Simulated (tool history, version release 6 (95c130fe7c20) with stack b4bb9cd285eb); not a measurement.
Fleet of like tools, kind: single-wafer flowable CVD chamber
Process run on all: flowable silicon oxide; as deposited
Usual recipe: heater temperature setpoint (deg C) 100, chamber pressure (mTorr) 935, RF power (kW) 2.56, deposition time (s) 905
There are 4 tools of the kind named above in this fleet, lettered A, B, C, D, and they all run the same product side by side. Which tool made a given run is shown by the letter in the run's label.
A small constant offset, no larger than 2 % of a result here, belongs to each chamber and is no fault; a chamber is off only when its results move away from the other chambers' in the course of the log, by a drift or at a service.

run    day  heater temperature setpoint (deg C)  chamber pressure (mTorr)  RF power (kW)  deposition time (s)  read-back reference wafer on the same gauge, thickness_nm  mean film thickness on the monitor wafer (Å)
 1B  0.158                                  100                       935           2.56                  905                                                     626.84                                        7026.9
 2A  0.296                                  100                       935           2.56                  905                                                      627.2                                        7085.9
 3D  0.471                                  100                       935           2.56                  905                                                     627.16                                        7034.5
     0.617  -- chamber D: RF generator calibrated
 4C   0.65                                  100                       935           2.56                  905                                                     627.07                                        6947.5
 5D  0.862                                  100                       935           2.56                  905                                                     627.08                                        7024.7
 6C  1.042                                  100                       935           2.56                  905                                                     627.14                                        6915.7
 7B  1.212                                  100                       935           2.56                  905                                                     626.86                                        6978.3
 8A  1.404                                  112                       935           2.74                  905                                                     627.09                                        4828.2
 9A  1.571                                  112                       935           2.74                  905                                                     626.98                                        4841.4
10D  1.712                                  112                       935           2.74                  905                                                     626.88                                        4743.3
11C  1.842                                  112                       935           2.74                  905                                                     626.94                                        4701.2
12B  2.042                                  100                       935           2.56                  905                                                     627.04                                        6951.3
13D  2.238                                  100                       935           2.56                  905                                                     627.24                                        7048.9
14B  2.438                                  100                       935           2.56                  905                                                     627.06                                          6984
15A  2.588                                  105                       935           2.56                 1055                                                     626.83                                          7002
16C  2.788                                  105                       935           2.56                 1055                                                     626.75                                        6855.7
17C  2.979                                  105                       935           2.56                 1055                                                     627.22                                        6813.5
18B  3.125                                  105                       935           2.56                 1055                                                     627.18                                        6903.4
19A  3.271                                  100                       935           2.56                  905                                                     627.13                                        7076.2
20D  3.388                                  100                       935           2.56                  905                                                     627.14                                        7002.8
21A  3.492                                  100                       935           2.56                  905                                                        627                                          7067
22D  3.642                                  100                       935           2.56                  905                                                     626.87                                        7059.9
23C  3.762                                  107                       935           2.56                  801                                                     626.93                                        4854.4
24B  3.921                                  107                       935           2.56                  801                                                     627.09                                        4877.8
25C  4.129                                  107                       935           2.56                  801                                                     626.65                                          4845
26A  4.229                                  107                       935           2.56                  801                                                     627.32                                          4966
27D  4.371                                  100                       935           2.56                  905                                                     626.82                                        7041.7
28B  4.471                                  100                       935           2.56                  905                                                     626.89                                        6945.6
29D  4.683                                  100                       935           2.56                  905                                                     626.76                                        7043.9
30C  4.804                                  100                       935           2.56                  905                                                     627.59                                        6923.6
31B  4.946                                  100                       935           2.56                  905                                                     626.69                                        6939.7
32A  5.092                                  100                       935           2.56                  905                                                     627.21                                        7090.4
33B  5.208                                  100                       935           2.56                  905                                                     626.64                                        6924.7
34C  5.371                                  100                       935           2.56                  905                                                     627.22                                        6940.9
35A  5.471                                  100                       935           2.56                  905                                                     626.53                                        7070.3
36D  5.592                                  100                       935           2.56                  905                                                      627.1                                        7022.7
37B    5.8                                  100                       935           2.56                  905                                                     626.56                                        6877.2
     5.821  -- chamber A: thermocouple changed; heater temperature recalibrated
38C    5.9                                  100                       935           2.56                  905                                                     627.05                                        6939.1
39D  6.104                                  100                       935           2.56                  905                                                     627.33                                        7033.3
40A    6.2                                  100                       935           2.56                  905                                                     627.04                                          7080
41B  6.346                                  100                       935           2.56                  905                                                     627.33                                        6886.6
42A  6.492                                  100                       935          2.725                  905                                                     627.19                                        7116.9
43C  6.708                                  100                       935          2.725                  905                                                     627.11                                        6994.5
44D  6.825                                  100                       935          2.725                  905                                                     627.51                                        7067.8

Next, every chamber runs the same settings. What will each give?
45A  6.979                                  100                       935           2.56                  905                                                                                                        ?
45B  6.979                                  100                       935           2.56                  905                                                                                                        ?
45C  6.979                                  100                       935           2.56                  905                                                                                                        ?
45D  6.979                                  100                       935           2.56                  905                                                                                                        ?

run  mean film thickness on the monitor wafer (Å)
45A                                        7076.6
45B                                        6862.7
45C                                        6941.9
45D                                        7019.7
